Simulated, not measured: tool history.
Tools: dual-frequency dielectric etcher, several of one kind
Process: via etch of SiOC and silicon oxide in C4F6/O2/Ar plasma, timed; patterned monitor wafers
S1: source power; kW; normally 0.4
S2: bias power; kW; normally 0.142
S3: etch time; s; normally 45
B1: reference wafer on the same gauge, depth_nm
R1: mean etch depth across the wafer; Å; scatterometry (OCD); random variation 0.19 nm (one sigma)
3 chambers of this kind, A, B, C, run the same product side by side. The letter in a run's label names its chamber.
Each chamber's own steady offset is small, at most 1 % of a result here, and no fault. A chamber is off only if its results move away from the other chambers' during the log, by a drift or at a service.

{"run": "1B", "hour": 6.5, "S1": 0.4, "S2": 0.142, "S3": 45, "B1": 43.924, "R1": 475.39}
{"run": "2A", "hour": 9.8, "S1": 0.4, "S2": 0.142, "S3": 45, "B1": 43.894, "R1": 468.71}
{"run": "3C", "hour": 15.0, "S1": 0.4, "S2": 0.142, "S3": 45, "B1": 43.912, "R1": 472.77}
{"run": "4B", "hour": 18.4, "S1": 0.4, "S2": 0.142, "S3": 45, "B1": 43.877, "R1": 476}
{"run": "5C", "hour": 21.4, "S1": 0.4, "S2": 0.142, "S3": 45, "B1": 43.916, "R1": 473.06}
{"hour": 25.4, "done": "chamber B: wet clean of the chamber"}
{"run": "6A", "hour": 28.0, "S1": 0.4, "S2": 0.142, "S3": 45, "B1": 43.94, "R1": 469.19}
{"run": "7A", "hour": 33.3, "S1": 0.4, "S2": 0.142, "S3": 45, "B1": 43.907, "R1": 468.85}
{"run": "8C", "hour": 37.5, "S1": 0.4, "S2": 0.142, "S3": 45, "B1": 43.903, "R1": 472.29}
{"run": "9B", "hour": 40.8, "S1": 0.4, "S2": 0.142, "S3": 45, "B1": 43.905, "R1": 474.7}
{"run": "10A", "hour": 47.1, "S1": 0.4, "S2": 0.142, "S3": 45, "B1": 43.887, "R1": 471.71}
{"run": "11C", "hour": 52.5, "S1": 0.4, "S2": 0.142, "S3": 45, "B1": 43.899, "R1": 475.41}
{"run": "12B", "hour": 56.6, "S1": 0.4, "S2": 0.142, "S3": 34, "B1": 43.91, "R1": 357.72}
{"run": "13A", "hour": 61.5, "S1": 0.4, "S2": 0.142, "S3": 34, "B1": 43.919, "R1": 353.75}
{"run": "14C", "hour": 68.1, "S1": 0.4, "S2": 0.142, "S3": 34, "B1": 43.896, "R1": 359.35}
{"run": "15B", "hour": 72.1, "S1": 0.4, "S2": 0.142, "S3": 45, "B1": 43.89, "R1": 474.68}
{"run": "16A", "hour": 78.4, "S1": 0.4, "S2": 0.142, "S3": 45, "B1": 43.908, "R1": 470.89}
{"hour": 79.0, "done": "chamber A: wet clean of the chamber"}
{"run": "17B", "hour": 82.9, "S1": 0.4, "S2": 0.142, "S3": 45, "B1": 43.894, "R1": 475.95}
{"run": "18C", "hour": 87.8, "S1": 0.4, "S2": 0.142, "S3": 45, "B1": 43.895, "R1": 471.25}
{"run": "19B", "hour": 94.4, "S1": 0.4, "S2": 0.142, "S3": 45, "B1": 43.842, "R1": 475.21}
{"run": "20C", "hour": 100.5, "S1": 0.4, "S2": 0.142, "S3": 45, "B1": 43.878, "R1": 477.13}
{"run": "21A", "hour": 105.3, "S1": 0.4, "S2": 0.115, "S3": 45, "B1": 43.903, "R1": 428.55}
{"run": "22A", "hour": 111.9, "S1": 0.4, "S2": 0.115, "S3": 45, "B1": 43.879, "R1": 429.79}
{"run": "23C", "hour": 117.0, "S1": 0.4, "S2": 0.115, "S3": 45, "B1": 43.925, "R1": 446.94}
{"run": "24B", "hour": 121.7, "S1": 0.45, "S2": 0.154, "S3": 45, "B1": 43.871, "R1": 505.71}
{"run": "25C", "hour": 125.7, "S1": 0.45, "S2": 0.154, "S3": 45, "B1": 43.892, "R1": 510.84}
{"run": "26B", "hour": 129.8, "S1": 0.45, "S2": 0.154, "S3": 45, "B1": 43.886, "R1": 513.99}
{"run": "27A", "hour": 135.0, "S1": 0.4, "S2": 0.142, "S3": 45, "B1": 43.931, "R1": 457.79}
{"run": "28B", "hour": 141.7, "S1": 0.4, "S2": 0.142, "S3": 45, "B1": 43.903, "R1": 480.72}
{"run": "29A", "hour": 144.7, "S1": 0.4, "S2": 0.142, "S3": 45, "B1": 43.879, "R1": 457.87}
{"run": "30C", "hour": 149.3, "S1": 0.4, "S2": 0.142, "S3": 45, "B1": 43.869, "R1": 472.56}
{"run": "31C", "hour": 155.2, "S1": 0.4, "S2": 0.142, "S3": 45, "B1": 43.903, "R1": 474.03}
{"run": "32A", "hour": 158.3, "S1": 0.48, "S2": 0.142, "S3": 40.5, "B1": 43.873, "R1": 443.47}
{"run": "33B", "hour": 162.3, "S1": 0.48, "S2": 0.142, "S3": 40.5, "B1": 43.92, "R1": 457.08}
{"run": "34C", "hour": 165.7, "S1": 0.48, "S2": 0.142, "S3": 40.5, "B1": 43.94, "R1": 462.42}
{"run": "35B", "hour": 172.5, "S1": 0.4, "S2": 0.142, "S3": 45, "B1": 43.914, "R1": 475.48}
{"run": "36A", "hour": 178.9, "S1": 0.31, "S2": 0.142, "S3": 33.5, "B1": 43.915, "R1": 309.25}
{"run": "37A", "hour": 182.3, "S1": 0.31, "S2": 0.142, "S3": 33.5, "B1": 43.918, "R1": 309.82}
{"run": "38C", "hour": 188.2, "S1": 0.31, "S2": 0.142, "S3": 33.5, "B1": 43.895, "R1": 317.55}
{"run": "39B", "hour": 192.2, "S1": 0.4, "S2": 0.142, "S3": 45, "B1": 43.926, "R1": 472.72}

All 3 chambers run these settings next. Forecast each chamber's results:
{"run": "40A", "hour": 197.1, "S1": 0.4, "S2": 0.142, "S3": 45, "R1": "?"}
{"run": "40B", "hour": 197.1, "S1": 0.4, "S2": 0.142, "S3": 45, "R1": "?"}
{"run": "40C", "hour": 197.1, "S1": 0.4, "S2": 0.142, "S3": 45, "R1": "?"}

run=40A R1=459.19
run=40B R1=474.41
run=40C R1=474.18
